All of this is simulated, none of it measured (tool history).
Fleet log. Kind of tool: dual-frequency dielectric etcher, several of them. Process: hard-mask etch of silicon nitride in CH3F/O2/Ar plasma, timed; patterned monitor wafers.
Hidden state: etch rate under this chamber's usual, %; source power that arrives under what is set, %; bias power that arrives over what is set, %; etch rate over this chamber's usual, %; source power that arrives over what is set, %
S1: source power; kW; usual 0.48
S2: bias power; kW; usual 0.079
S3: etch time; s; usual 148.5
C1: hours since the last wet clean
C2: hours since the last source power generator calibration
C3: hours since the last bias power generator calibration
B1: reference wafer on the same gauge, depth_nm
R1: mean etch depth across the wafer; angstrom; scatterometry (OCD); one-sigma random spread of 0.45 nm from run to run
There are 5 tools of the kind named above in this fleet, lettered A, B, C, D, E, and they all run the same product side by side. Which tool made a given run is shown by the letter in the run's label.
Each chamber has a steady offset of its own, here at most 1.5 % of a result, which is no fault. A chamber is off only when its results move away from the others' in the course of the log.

run   hour    S1     S2     S3     C1      C2      C3      B1      R1
 1C    9.7  0.48  0.079  148.5  227.2    3732  1652.8   126.9  1166.8
 2D     18  0.48  0.079  148.5   91.9  2010.3  1884.3  126.89  1154.3
 3E   31.7  0.48  0.079  148.5  463.5  1561.5  1309.9  126.93  1152.6
 4B   40.2  0.48  0.079  148.5  195.7  2926.5  2229.9  126.97  1146.1
 5A     52  0.48  0.079  148.5  166.7   220.2     446  127.01  1164.8
 6C   62.8  0.48  0.079  134.5  280.3  3785.1  1705.9  126.92  1057.7
 7A   77.4  0.48  0.079  134.5  192.1   245.6   471.4  127.04  1044.8
 8D   84.2  0.48  0.079  134.5  158.1  2076.5  1950.5  127.02  1052.5
 9E   92.7  0.48  0.079  134.5  524.5  1622.5  1370.9  127.06  1040.7
     103.2  -- chamber E: wet clean of the chamber
10B  105.4  0.48  0.079  134.5  260.9  2991.7  2295.1  126.95  1039.5
11C  119.5  0.48  0.079  148.5    337  3841.8  1762.6  127.04  1170.9
12A  134.9  0.48  0.079  148.5  249.6   303.1   528.9  126.94  1148.2
13E  148.6  0.48  0.079  148.5   45.4  1678.4  1426.8  127.01  1147.2
14B  160.6  0.48  0.079  148.5  316.1  3046.9  2350.3  126.97  1142.9
15D  174.3  0.48  0.079  148.5  248.2  2166.6  2040.6  127.01  1154.1
16C  183.8  0.48  0.091    117  401.3  3906.1  1826.9  126.97  966.59
17A  198.3  0.48  0.091    117    313   366.5   592.3  127.14  945.13
18D  210.7  0.48  0.091    117  284.6    2203    2077  127.09  953.27
19E  218.4  0.48  0.091    117  115.2  1748.2  1496.6   126.9   951.5
     219.4  -- chamber B: bias power generator calibrated
20B  229.3  0.48  0.091    117  384.8  3115.6      10  126.99  956.95
21B  236.7  0.48  0.073  148.5  392.2    3123    17.4  126.81  1117.3
22A  243.9  0.48  0.073  148.5  358.6   412.1   637.9  126.99  1102.1
     250.1  -- chamber C: bias power generator calibrated
23D    257  0.48  0.073  148.5  330.9  2249.3  2123.3  127.13    1126
24C  268.6  0.48  0.073  148.5  486.1  3990.9    18.5  126.97  1140.2
25E  278.8  0.48  0.073  148.5  175.6  1808.6    1557  126.91  1123.2
26E  287.1  0.48  0.068  188.5  183.9  1816.9  1565.3  127.02  1383.4
27A  295.2  0.48  0.068  188.5  409.9   463.4   689.2     127  1363.8
28B  302.1  0.48  0.068  188.5  457.6  3188.4    82.8  127.15  1389.2
29C  311.7  0.48  0.068  188.5  529.2    4034    61.6     127  1400.3
30D  324.8  0.48  0.068  188.5  398.7  2317.1  2191.1  127.03  1398.7
     336.3  -- chamber C: wet clean of the chamber
31A  338.7  0.48  0.079  148.5  453.4   506.9   732.7  127.05  1118.7
32E  354.2  0.48  0.079  148.5    251    1884  1632.4  127.01  1150.3
33C  363.5  0.48  0.079  148.5   27.2  4085.8   113.4  126.98  1172.4
34D  370.5  0.48  0.079  148.5  444.4  2362.8  2236.8  127.13  1155.2
35B  377.3  0.48  0.079  148.5  532.8  3263.6     158  127.12  1150.9
36A  392.7  0.48  0.079  148.5  507.4   560.9   786.7  126.98  1115.5
37B  407.8  0.48  0.079  148.5  563.3  3294.1   188.5  127.04  1151.2
38D  418.8  0.48  0.079  148.5  492.7  2411.1  2285.1  127.22  1154.9
39E    432  0.48  0.079  148.5  328.8  1961.8  1710.2  127.03  1146.3
40C  443.3  0.39  0.088  148.5    107  4165.6   193.2  126.93  1114.3
41B  453.6  0.39  0.088  148.5  609.1  3339.9   234.3  126.92    1098
42A  468.4  0.39  0.088  148.5  583.1   636.6   862.4  127.06  1061.7
43D  481.1  0.39  0.088  148.5    555  2473.4  2347.4  127.07  1119.3
44C  489.7  0.39  0.088  148.5  153.4    4212   239.6  126.99    1118

Which is it: a chamber that has drifted or been left off by a service, a gauge drift common to all chambers, or only each chamber's usual small offset? If a chamber is off, name it and its likeliest cause.

Chamber A drifts away from the others.
Most likely cause: etch rate under this chamber's usual, % = 4.71.

Which of the 4 candidates below, each the usual settings with something changed and its results left as question marks, puts chamber A back in line with what the other chambers give on the usual settings?
In line here means within this much of the mean the other chambers give on the usual settings: R1 16 angstrom
45A-1  500.8  0.48   0.08    155                   ?
45A-2  500.8  0.47  0.077  148.5                   ?
45A-3  500.8  0.48  0.078  142.5                   ?
45A-4  500.8  0.48  0.079  151.5                   ?

Other chambers, usual settings, mean: R1 1156 angstrom
  run      R1
45A-1    1158
45A-2    1086
45A-3  1055.2
45A-4  1126.9
The answer is 45A-1, which returns the chamber to within the allowed miss of the others.

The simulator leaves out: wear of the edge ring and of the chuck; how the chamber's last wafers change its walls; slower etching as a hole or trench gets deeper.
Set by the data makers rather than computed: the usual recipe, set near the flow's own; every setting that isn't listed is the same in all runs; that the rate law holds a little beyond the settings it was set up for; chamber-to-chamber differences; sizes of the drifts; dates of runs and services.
